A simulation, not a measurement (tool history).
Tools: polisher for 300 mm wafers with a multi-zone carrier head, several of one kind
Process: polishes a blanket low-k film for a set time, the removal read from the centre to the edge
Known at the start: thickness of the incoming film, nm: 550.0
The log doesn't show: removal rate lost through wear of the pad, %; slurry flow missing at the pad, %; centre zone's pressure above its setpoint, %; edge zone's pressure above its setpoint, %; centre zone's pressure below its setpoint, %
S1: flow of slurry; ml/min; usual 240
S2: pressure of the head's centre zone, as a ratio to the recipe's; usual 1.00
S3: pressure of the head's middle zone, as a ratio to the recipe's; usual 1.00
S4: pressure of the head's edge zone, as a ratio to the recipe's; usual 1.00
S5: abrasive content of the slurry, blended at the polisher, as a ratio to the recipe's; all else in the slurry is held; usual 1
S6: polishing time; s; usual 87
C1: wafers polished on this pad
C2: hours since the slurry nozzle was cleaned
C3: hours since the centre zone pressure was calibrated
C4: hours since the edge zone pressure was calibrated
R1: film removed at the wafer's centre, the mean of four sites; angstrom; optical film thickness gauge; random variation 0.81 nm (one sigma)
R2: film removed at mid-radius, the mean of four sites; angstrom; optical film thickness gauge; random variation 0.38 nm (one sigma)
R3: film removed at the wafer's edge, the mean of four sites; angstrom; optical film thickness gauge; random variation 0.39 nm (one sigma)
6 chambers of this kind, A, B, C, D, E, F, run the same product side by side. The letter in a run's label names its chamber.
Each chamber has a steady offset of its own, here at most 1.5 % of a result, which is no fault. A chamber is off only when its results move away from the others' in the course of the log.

-- day=0.058 chamber B: worn pad replaced by a new one
run 1D day=0.354 | S1=240 S2=1.00 S3=1.00 S4=1.00 S5=1 S6=87 | C1=662 C2=65.1 C3=398.7 C4=885.8 | R1=542.36 R2=554.92 R3=541.11
-- day=0.492 chamber C: slurry nozzle cleaned
run 2C day=0.562 | S1=240 S2=1.00 S3=1.00 S4=1.00 S5=1 S6=87 | C1=912 C2=1.8 C3=176.0 C4=821.6 | R1=544.48 R2=548.28 R3=544.52
run 3E day=0.775 | S1=240 S2=1.00 S3=1.00 S4=1.00 S5=1 S6=87 | C1=476 C2=698.0 C3=315.4 C4=57.7 | R1=546.10 R2=551.48 R3=547.95
run 4B day=1.142 | S1=240 S2=1.00 S3=1.00 S4=1.00 S5=1 S6=87 | C1=199 C2=55.7 C3=270.4 C4=328.6 | R1=554.79 R2=538.67 R3=537.47
-- day=1.275 chamber B: edge zone pressure recalibrated
run 5A day=1.458 | S1=240 S2=1.00 S3=1.00 S4=1.00 S5=1 S6=87 | C1=587 C2=192.0 C3=135.4 C4=918.4 | R1=553.86 R2=550.20 R3=542.29
run 6F day=1.783 | S1=240 S2=1.00 S3=1.00 S4=1.00 S5=1 S6=87 | C1=882 C2=377.6 C3=457.5 C4=809.0 | R1=536.60 R2=538.47 R3=543.64
-- day=1.800 chamber C: worn pad replaced by a new one
-- day=2.000 chamber F: worn pad replaced by a new one
run 7D day=2.004 | S1=240 S2=1.00 S3=1.00 S4=1.00 S5=1 S6=87 | C1=965 C2=104.7 C3=438.3 C4=925.4 | R1=547.21 R2=541.58 R3=547.69
run 8E day=2.346 | S1=240 S2=1.00 S3=1.00 S4=1.00 S5=1 S6=87 | C1=765 C2=735.7 C3=353.1 C4=95.4 | R1=543.21 R2=552.18 R3=553.61
-- day=2.350 chamber C: edge zone pressure recalibrated
run 9B day=2.542 | S1=240 S2=1.00 S3=1.00 S4=1.00 S5=1 S6=87 | C1=456 C2=89.3 C3=304.0 C4=30.4 | R1=539.48 R2=533.74 R3=542.91
-- day=2.783 chamber D: worn pad replaced by a new one
run 10A day=2.925 | S1=240 S2=1.00 S3=1.00 S4=1.00 S5=1 S6=87 | C1=857 C2=227.2 C3=170.6 C4=953.6 | R1=551.95 R2=558.69 R3=540.01
run 11C day=3.167 | S1=240 S2=1.00 S3=1.00 S4=1.00 S5=1 S6=87 | C1=251 C2=64.3 C3=238.5 C4=19.7 | R1=548.07 R2=546.45 R3=547.80
run 12F day=3.583 | S1=240 S2=1.00 S3=1.00 S4=1.00 S5=1 S6=87 | C1=291 C2=420.8 C3=500.7 C4=852.2 | R1=537.81 R2=540.31 R3=548.14
-- day=3.700 chamber F: centre zone pressure recalibrated
-- day=3.833 chamber E: worn pad replaced by a new one
run 13F day=4.021 | S1=240 S2=1.00 S3=1.00 S4=1.00 S5=1 S6=87 | C1=371 C2=431.3 C3=7.8 C4=862.7 | R1=540.61 R2=535.24 R3=540.82
run 14B day=4.367 | S1=240 S2=1.00 S3=1.00 S4=1.00 S5=1 S6=87 | C1=791 C2=133.1 C3=347.8 C4=74.2 | R1=538.36 R2=540.69 R3=542.34
run 15C day=4.567 | S1=240 S2=1.00 S3=1.00 S4=1.00 S5=1 S6=87 | C1=508 C2=97.9 C3=272.1 C4=53.3 | R1=542.17 R2=545.25 R3=547.58
run 16E day=4.842 | S1=240 S2=1.06 S3=1.00 S4=1.00 S5=1 S6=87 | C1=185 C2=795.6 C3=413.0 C4=155.3 | R1=565.55 R2=549.99 R3=557.18
run 17D day=5.167 | S1=240 S2=1.06 S3=1.00 S4=1.00 S5=1 S6=87 | C1=438 C2=180.6 C3=514.2 C4=1001.3 | R1=579.50 R2=547.61 R3=538.20
run 18A day=5.417 | S1=240 S2=1.06 S3=1.00 S4=1.00 S5=1 S6=87 | C1=1315 C2=287.0 C3=230.4 C4=1013.4 | R1=554.68 R2=525.27 R3=520.76
run 19D day=5.804 | S1=240 S2=1.06 S3=1.00 S4=1.00 S5=1 S6=87 | C1=555 C2=195.9 C3=529.5 C4=1016.6 | R1=574.05 R2=548.96 R3=547.10
-- day=5.821 chamber E: slurry nozzle cleaned
run 20A day=6.104 | S1=240 S2=1.06 S3=1.00 S4=1.00 S5=1 S6=87 | C1=1441 C2=303.5 C3=246.9 C4=1029.9 | R1=559.71 R2=523.69 R3=514.15
-- day=6.329 chamber B: worn pad replaced by a new one
run 21C day=6.429 | S1=240 S2=1.06 S3=1.00 S4=1.00 S5=1 S6=87 | C1=851 C2=142.6 C3=316.8 C4=98.0 | R1=575.94 R2=547.77 R3=543.03
run 22E day=6.725 | S1=240 S2=1.00 S3=1.00 S4=1.00 S5=1 S6=87 | C1=531 C2=21.7 C3=458.2 C4=200.5 | R1=545.85 R2=553.08 R3=548.87
run 23F day=6.950 | S1=240 S2=1.00 S3=1.00 S4=1.00 S5=1 S6=87 | C1=909 C2=501.6 C3=78.1 C4=933.0 | R1=533.70 R2=544.83 R3=538.41
run 24B day=7.192 | S1=240 S2=1.00 S3=1.00 S4=1.00 S5=1 S6=87 | C1=158 C2=200.9 C3=415.6 C4=142.0 | R1=537.47 R2=535.68 R3=546.78
run 25D day=7.558 | S1=240 S2=1.00 S3=1.00 S4=1.00 S5=1 S6=87 | C1=877 C2=238.0 C3=571.6 C4=1058.7 | R1=555.50 R2=551.80 R3=542.69
-- day=7.596 chamber F: worn pad replaced by a new one
run 26C day=7.854 | S1=160 S2=0.89 S3=1.00 S4=1.00 S5=1 S6=87 | C1=1112 C2=176.8 C3=351.0 C4=132.2 | R1=441.40 R2=514.29 R3=519.73
-- day=8.017 chamber C: worn pad replaced by a new one
run 27B day=8.067 | S1=160 S2=0.89 S3=1.00 S4=1.00 S5=1 S6=87 | C1=319 C2=221.9 C3=436.6 C4=163.0 | R1=439.38 R2=498.23 R3=510.48
-- day=8.208 chamber E: worn pad replaced by a new one
-- day=8.304 chamber E: centre zone pressure recalibrated
run 28F day=8.504 | S1=160 S2=0.89 S3=1.00 S4=1.00 S5=1 S6=87 | C1=167 C2=538.9 C3=115.4 C4=970.3 | R1=450.55 R2=512.33 R3=517.40
run 29E day=8.925 | S1=160 S2=0.89 S3=1.00 S4=1.00 S5=1 S6=87 | C1=132 C2=74.5 C3=14.9 C4=253.3 | R1=461.10 R2=525.87 R3=528.29
run 30A day=9.250 | S1=160 S2=0.89 S3=1.00 S4=1.00 S5=1 S6=87 | C1=2019 C2=379.0 C3=322.4 C4=1105.4 | R1=404.57 R2=470.35 R3=475.06
run 31E day=9.571 | S1=160 S2=0.89 S3=1.00 S4=1.00 S5=1 S6=87 | C1=250 C2=90.0 C3=30.4 C4=268.8 | R1=458.68 R2=514.34 R3=527.57
run 32B day=9.821 | S1=240 S2=1.00 S3=1.00 S4=1.00 S5=1 S6=87 | C1=641 C2=264.0 C3=478.7 C4=205.1 | R1=542.21 R2=532.31 R3=540.69
-- day=10.129 chamber D: worn pad replaced by a new one
run 33F day=10.192 | S1=240 S2=1.00 S3=1.00 S4=1.00 S5=1 S6=87 | C1=477 C2=579.4 C3=155.9 C4=1010.8 | R1=552.81 R2=539.38 R3=541.53
run 34A day=10.446 | S1=240 S2=1.00 S3=0.92 S4=1.05 S5=1 S6=87 | C1=2238 C2=407.7 C3=351.1 C4=1134.1 | R1=484.30 R2=456.78 R3=497.64
run 35C day=10.733 | S1=240 S2=1.00 S3=0.92 S4=1.05 S5=1 S6=87 | C1=499 C2=245.9 C3=420.1 C4=201.3 | R1=550.36 R2=501.45 R3=567.20
run 36D day=11.012 | S1=240 S2=1.00 S3=0.92 S4=1.05 S5=1 S6=87 | C1=162 C2=320.9 C3=654.5 C4=1141.6 | R1=550.31 R2=513.40 R3=557.07
run 37B day=11.383 | S1=240 S2=1.00 S3=0.92 S4=1.05 S5=1 S6=87 | C1=928 C2=301.5 C3=516.2 C4=242.6 | R1=555.66 R2=496.73 R3=555.15
run 38C day=11.762 | S1=240 S2=1.00 S3=0.92 S4=1.05 S5=1 S6=87 | C1=688 C2=270.6 C3=444.8 C4=226.0 | R1=540.78 R2=506.82 R3=564.99
run 39F day=12.000 | S1=240 S2=1.00 S3=0.92 S4=1.05 S5=1 S6=87 | C1=809 C2=622.8 C3=199.3 C4=1054.2 | R1=541.19 R2=503.73 R3=553.83
-- day=12.104 chamber A: edge zone pressure recalibrated
run 40A day=12.342 | S1=240 S2=1.00 S3=1.00 S4=0.93 S5=1 S6=87 | C1=2587 C2=453.2 C3=396.6 C4=5.7 | R1=479.00 R2=471.62 R3=452.32

What goes on in this fleet: one chamber off, a drifting gauge, or nothing beyond the chambers' own small offsets? Name the chamber and the cause, if any.

Chamber A drifts away from the others.
Cause: removal rate lost through wear of the pad, % = 13.8.

Here are 4 candidates for chamber A's next run, each the usual settings with a change, their results left as question marks. Which one brings its results back in line with what the others give on the usual settings?
In line means no further than this from the other chambers' mean on the usual settings: R1 28.00 angstrom; R2 13.00 angstrom; R3 14.00 angstrom
run 41A-1 day=12.662 | S1=235 S2=1.00 S3=1.01 S4=0.98 S5=0.95 S6=71 | R1=? R2=? R3=?
run 41A-2 day=12.662 | S1=240 S2=1.00 S3=0.99 S4=1.01 S5=1.05 S6=98 | R1=? R2=? R3=?
run 41A-3 day=12.662 | S1=240 S2=1.00 S3=1.01 S4=0.99 S5=0.95 S6=77 | R1=? R2=? R3=?
run 41A-4 day=12.662 | S1=245 S2=1.00 S3=0.99 S4=1.02 S5=1.05 S6=106 | R1=? R2=? R3=?

The other chambers' mean on the usual settings: R1 544.70 angstrom; R2 544.68 angstrom; R3 544.35 angstrom
run=41A-1 R1=376.95 R2=379.33 R3=369.31
run=41A-2 R1=545.58 R2=538.86 R3=542.80
run=41A-3 R1=409.97 R2=412.43 R3=403.43
run=41A-4 R1=591.72 R2=584.26 R3=591.27
41A-2 brings the chamber back in line.
